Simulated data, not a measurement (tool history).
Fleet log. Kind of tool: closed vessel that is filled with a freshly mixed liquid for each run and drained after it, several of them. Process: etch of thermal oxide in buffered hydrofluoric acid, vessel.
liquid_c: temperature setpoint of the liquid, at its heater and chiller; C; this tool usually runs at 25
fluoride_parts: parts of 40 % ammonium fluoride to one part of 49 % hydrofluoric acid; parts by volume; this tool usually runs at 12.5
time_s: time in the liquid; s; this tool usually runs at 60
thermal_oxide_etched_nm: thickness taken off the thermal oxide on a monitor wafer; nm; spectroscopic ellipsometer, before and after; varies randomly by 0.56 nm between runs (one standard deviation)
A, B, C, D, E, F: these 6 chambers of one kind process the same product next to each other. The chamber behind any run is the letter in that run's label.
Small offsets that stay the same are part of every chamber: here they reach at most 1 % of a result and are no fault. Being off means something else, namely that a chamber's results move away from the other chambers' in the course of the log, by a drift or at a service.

run,day,liquid_c,fluoride_parts,time_s,hours since the thermometer was replaced,hours since the hydrofluoric acid flow meter was replaced,"read-back film thickness of the thermal oxide reference wafer, read on the same gauge (nm)",thermal_oxide_etched_nm
1A,0.317,25,12.5,60,751.5,378.7,140,59.059
2B,0.671,25,12.5,60,66.1,402.8,140,58.896
3F,1.008,25,12.5,60,450.3,122.3,140.01,58.213
4E,1.275,25,12.5,60,1078.7,685.9,140,57.694
5D,1.671,22,12.5,85,372.3,937.7,140.01,68.93
6C,1.917,22,12.5,85,459.4,1092,139.98,70.865
7A,2.1,22,12.5,85,794.3,421.5,140,69.967
8F,2.325,22,12.5,85,481.9,153.9,139.99,70.946
9C,2.604,22,12.5,85,475.9,1108.5,139.98,69.863
10D,2.788,22,12.5,85,399.1,964.5,139.99,70.02
11E,3.125,25,12.5,60,1123.1,730.3,139.98,58.022
12B,3.462,20,12.5,60,133.1,469.8,140.02,44.305
13C,3.833,20,12.5,60,505.4,1138,140.02,44.651
14D,4.121,20,12.5,60,431.1,996.5,139.99,44.142
15F,4.45,20,12.5,60,532.9,204.9,140,44.76
16B,4.629,20,12.5,60,161.1,497.8,139.99,44.041
17E,4.954,20,12.5,60,1167,774.2,140.02,44.428
18A,5.196,22,12.5,60,868.6,495.8,140,48.796
19A,5.525,22,12.5,60,876.5,503.7,140.02,48.225
20D,5.908,22,12.5,60,474,1039.4,140,49.685
21F,6.204,22,12.5,60,575,247,140,49.276
22B,6.542,22,12.5,60,207,543.7,139.99,49.697
23C,6.721,22,12.5,60,574.7,1207.3,139.98,49.397
24E,7.096,25,12.5,60,1218.4,825.6,139.99,58.131
25C,7.396,25,12.5,60,590.9,1223.5,140,57.768
26B,7.638,26.5,12.5,60,233.3,570,139.99,63.964
27F,8.017,26.5,12.5,60,618.5,290.5,139.99,63.413
28A,8.233,26.5,12.5,60,941.5,568.7,140.03,61.456
29E,8.583,26.5,12.5,60,1254.1,861.3,140.03,63.32
30D,8.771,26.5,12.5,60,542.7,1108.1,140,62.726
31F,9.088,26.5,12.5,60,644.2,316.2,140,62.895
32D,9.383,25,12.5,60,557.4,1122.8,140,58.371
# day 9.454: chamber C: hydrofluoric acid flow meter replaced
33C,9.646,25,12.5,60,644.9,4.7,139.99,58.175
34B,9.825,25,12.5,60,285.8,622.5,140,59.353
35A,10.167,27.5,12.5,80,987.9,615.1,140.01,84.532
36E,10.404,27.5,12.5,80,1297.8,905,139.97,86.807
37F,10.8,27.5,12.5,80,685.3,357.3,139.98,89.206
38A,11.05,27.5,12.5,80,1009.1,636.3,140,84.603
# day 11.275: chamber D: hydrofluoric acid flow meter replaced
39C,11.325,27.5,12.5,80,685.2,45,139.97,88.712
40B,11.671,27.5,12.5,80,330.1,666.8,140,87.275
41E,11.9,25,12.5,60,1333.7,940.9,140,58.232
42D,12.092,25,12.5,60,622.4,19.6,139.98,58.217
43F,12.446,25,12.5,60,724.8,396.8,139.99,58.061
44A,12.671,25,12.5,60,1048,675.2,139.99,55.021

Each of the 6 chambers runs these same settings next. Fill in every chamber's results:
45A,12.962,23,12.5,60,,,,?
45B,12.962,23,12.5,60,,,,?
45C,12.962,23,12.5,60,,,,?
45D,12.962,23,12.5,60,,,,?
45E,12.962,23,12.5,60,,,,?
45F,12.962,23,12.5,60,,,,?

run,thermal_oxide_etched_nm
45A,48.951
45B,53.116
45C,52.173
45D,51.68
45E,52.421
45F,53.054
